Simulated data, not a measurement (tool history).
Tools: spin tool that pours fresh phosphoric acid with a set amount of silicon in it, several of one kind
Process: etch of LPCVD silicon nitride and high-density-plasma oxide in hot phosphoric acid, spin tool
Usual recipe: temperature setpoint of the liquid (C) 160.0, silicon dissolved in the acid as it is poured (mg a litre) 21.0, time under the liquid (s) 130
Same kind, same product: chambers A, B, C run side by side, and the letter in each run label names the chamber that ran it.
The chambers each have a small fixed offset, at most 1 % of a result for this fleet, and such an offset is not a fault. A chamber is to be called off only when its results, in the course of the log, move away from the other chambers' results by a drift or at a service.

run	day	temperature setpoint of the liquid (C)	silicon dissolved in the acid as it is poured (mg a litre)	time under the liquid (s)	read-back film thickness of the LPCVD silicon nitride reference wafer, read on the same gauge (nm)	read-back film thickness of the high-density-plasma oxide reference wafer, read on the same gauge (nm)	thickness taken off the LPCVD silicon nitride on a monitor wafer (Å)	thickness taken off the high-density-plasma oxide on a monitor wafer (Å)
1C	0.421	160.0	21.0	130	30.006	79.990	109.780	5.3450
2A	0.921	160.0	21.0	130	30.027	80.014	108.720	4.4902
3B	1.321	160.0	21.0	130	29.963	80.022	110.310	4.6527
4B	1.800	160.0	21.0	130	29.992	79.999	107.420	5.5209
5C	2.183	160.0	21.0	130	30.050	80.027	109.110	5.4836
6A	2.667	160.0	21.0	130	30.013	79.962	107.310	5.3087
7C	2.929	160.0	36.5	180	30.010	79.997	148.910	4.0886
8A	3.417	160.0	36.5	180	29.998	79.981	151.310	4.2252
9B	3.867	160.0	36.5	180	30.003	80.033	148.930	4.3533
10C	4.171	160.0	21.0	130	29.982	80.007	106.110	5.1164
11A	4.575	160.0	21.0	130	30.028	80.018	108.630	4.7751
12B	5.058	160.0	21.0	130	30.020	79.988	111.000	5.2390
13C	5.629	160.0	21.0	130	30.008	79.998	106.000	5.4001
14A	6.092	160.0	21.0	130	29.994	80.009	109.150	5.6611
15B	6.342	160.0	21.0	130	29.958	80.032	110.030	4.9365
16A	6.704	160.0	21.0	130	30.023	79.964	108.610	4.8851
17B	6.958	160.0	21.0	130	29.977	80.016	108.700	5.3483
# day 7.246: chamber C: dissolved silicon flow meter replaced
18C	7.362	160.0	21.0	130	29.953	79.981	105.290	4.8772
19A	7.629	160.0	21.0	130	29.951	79.993	108.300	5.0679
20B	7.896	160.0	12.5	130	30.013	79.963	109.950	7.1799
21C	8.183	160.0	12.5	130	30.068	79.965	103.560	6.3889
22C	8.488	160.0	12.5	130	30.014	79.977	106.380	5.5294
# day 8.788: chamber A: dissolved silicon flow meter replaced
23A	8.929	160.0	21.0	130	29.988	79.998	107.160	5.5995

Is one chamber off against the others, does the gauge drift, or is nothing wrong? If a chamber is off, say which, and what the likeliest cause is.

Chamber C drifts away from the others.
Most likely cause: temperature lost on the way to the wafer (K) = 1.74.
The log might look much the same if the cause were instead: liquid colder than its thermometer reads (K).

Here are 4 candidates for chamber C's next run, each the usual settings with a change, their results left as question marks. Which one brings its results back in line with what the others give on the usual settings?
Maximum distance from the other chambers' mean on the usual settings for a result to count as in line: thickness taken off the LPCVD silicon nitride on a monitor wafer (Å) 3.400; thickness taken off the high-density-plasma oxide on a monitor wafer (Å) 1.1000
24C-1	9.342	160.0	18.5	135			?	?
24C-2	9.342	159.5	27.0	120			?	?
24C-3	9.342	160.0	23.5	125			?	?
24C-4	9.342	160.5	15.0	140			?	?

The other chambers' mean on the usual settings: thickness taken off the LPCVD silicon nitride on a monitor wafer (Å) 108.840; thickness taken off the high-density-plasma oxide on a monitor wafer (Å) 5.3296
run	thickness taken off the LPCVD silicon nitride on a monitor wafer (Å)	thickness taken off the high-density-plasma oxide on a monitor wafer (Å)
24C-1	108.050	5.0922
24C-2	94.427	3.3449
24C-3	100.040	4.0691
24C-4	113.960	6.0072
24C-1 brings the chamber back in line.
